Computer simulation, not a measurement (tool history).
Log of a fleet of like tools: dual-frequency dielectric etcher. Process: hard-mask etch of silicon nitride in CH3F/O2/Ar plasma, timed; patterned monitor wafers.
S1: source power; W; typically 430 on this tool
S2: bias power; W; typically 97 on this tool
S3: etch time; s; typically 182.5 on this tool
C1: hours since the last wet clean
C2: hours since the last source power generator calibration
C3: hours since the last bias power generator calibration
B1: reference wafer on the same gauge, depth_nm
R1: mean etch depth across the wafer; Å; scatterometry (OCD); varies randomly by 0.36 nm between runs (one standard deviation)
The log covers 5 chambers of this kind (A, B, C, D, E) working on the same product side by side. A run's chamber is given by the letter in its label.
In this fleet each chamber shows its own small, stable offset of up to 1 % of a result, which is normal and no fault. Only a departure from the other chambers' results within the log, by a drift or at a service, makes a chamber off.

run	hour	S1	S2	S3	C1	C2	C3	B1	R1
1B	15.1	430	97	182.5	50.5	2473.9	672.1	132.08	1451.3
2E	24.1	430	97	182.5	393.4	1046.5	701.4	132.05	1464.7
3C	36.7	430	97	182.5	104.1	1364.7	47.6	132	1464.8
# hour 40.8: chamber A: wet clean of the chamber
4A	45.1	430	97	182.5	4.4	4896.3	1090.8	131.97	1451.2
5D	53.5	430	97	182.5	287	1708.9	2976.8	131.97	1446.2
6B	61.2	430	118	202.5	96.6	2520	718.2	131.91	1733
7A	69.9	430	118	202.5	29.2	4921.1	1115.6	131.94	1727.6
8E	82.2	430	118	202.5	451.5	1104.6	759.5	131.95	1744.9
9D	89.3	430	118	202.5	322.8	1744.7	3012.6	131.96	1733.2
10C	96.9	430	118	202.5	164.3	1424.9	107.8	132.02	1751.1
11E	110.3	430	97	182.5	479.6	1132.7	787.6	131.96	1463.6
12D	120.5	430	97	182.5	354	1775.9	3043.8	131.94	1449.4
13A	128.5	430	97	182.5	87.8	4979.7	1174.2	131.99	1446.8
14C	142	430	97	182.5	209.4	1470	152.9	132	1465.9
15B	153.8	430	97	182.5	189.2	2612.6	810.8	132	1448.7
16B	166.6	430	97	182.5	202	2625.4	823.6	132.02	1450.9
17E	176.2	430	97	182.5	545.5	1198.6	853.5	131.94	1458.8
18C	190.5	430	97	182.5	257.9	1518.5	201.4	131.98	1469.2
19D	203.4	430	97	182.5	436.9	1858.8	3126.7	132.02	1443.3
20A	210.1	430	97	182.5	169.4	5061.3	1255.8	132.02	1451.5
# hour 215.7: chamber D: wet clean of the chamber
21C	222.3	430	97	182.5	289.7	1550.3	233.2	132	1468.3
22B	229.4	320	97	182.5	264.8	2688.2	886.4	131.98	1293.7
23D	242.4	320	97	182.5	26.7	1897.8	3165.7	131.97	1304.1
24E	256.8	320	97	182.5	626.1	1279.2	934.1	131.98	1299.4
25A	265.8	320	97	182.5	225.1	5117	1311.5	132.04	1291.9
# hour 275.6: chamber A: source power generator calibrated
26B	281.2	320	97	182.5	316.6	2740	938.2	131.98	1298.7
# hour 288.3: chamber C: wet clean of the chamber
27A	296.2	430	97	182.5	255.5	20.7	1341.9	132	1453.3
28E	305.5	430	97	182.5	674.8	1327.9	982.8	132.02	1443.4
29C	317.1	430	97	182.5	28.9	1645.1	328	132	1475.3
30D	324.6	430	97	182.5	108.9	1980	3247.9	132.03	1450.6
31C	338.7	430	97	182.5	50.5	1666.7	349.6	131.98	1474.3
32B	350.6	430	97	182.5	386	2809.4	1007.6	132.05	1445.8
33A	361.6	430	97	182.5	320.9	86.1	1407.3	132.03	1449.1
34E	375.6	430	97	182.5	744.9	1398	1052.9	131.99	1437.3
35D	391	430	97	182.5	175.3	2046.4	3314.3	131.97	1441
36B	405.4	430	97	182.5	440.8	2864.2	1062.4	131.98	1447
37C	418.8	430	97	182.5	130.6	1746.8	429.7	132.04	1467.8
# hour 420.8: chamber A: wet clean of the chamber
38E	427.7	430	97	182.5	797	1450.1	1105	131.9	1430.8
39A	435.1	430	97	182.5	14.4	159.6	1480.8	131.95	1447.8
40D	442.3	430	97	182.5	226.6	2097.7	3365.6	132.05	1440.7
41D	451.4	430	97	182.5	235.7	2106.8	3374.7	132.03	1439.9
42E	461.2	430	75	182.5	830.5	1483.6	1138.5	132.01	1306.7
43C	472.4	430	75	182.5	184.2	1800.4	483.3	131.92	1341.8

Which is it: a chamber that has drifted or been left off by a service, a gauge drift common to all chambers, or only each chamber's usual small offset? If a chamber is off, name it and its likeliest cause.

Chamber E drifts away from the others.
Likeliest cause: etch rate under this chamber's usual, % = 2.93.

Below are 4 candidate recipes for chamber E's next run, each the usual settings with a change, their results shown as question marks. Which of them brings E's results back in line with what the other chambers give on the usual settings?
In line here means within this much of the mean the other chambers give on the usual settings: R1 12 Å
44E-1	483.5	430	97	181.5					?
44E-2	483.5	410	97	182.5					?
44E-3	483.5	430	97	183.5					?
44E-4	483.5	440	100	182.5					?

Mean of the other chambers on the usual settings: R1 1453.8 Å
run	R1
44E-1	1415.5
44E-2	1398.7
44E-3	1431.1
44E-4	1451.6
With 44E-4, the chamber falls back in line with the rest.
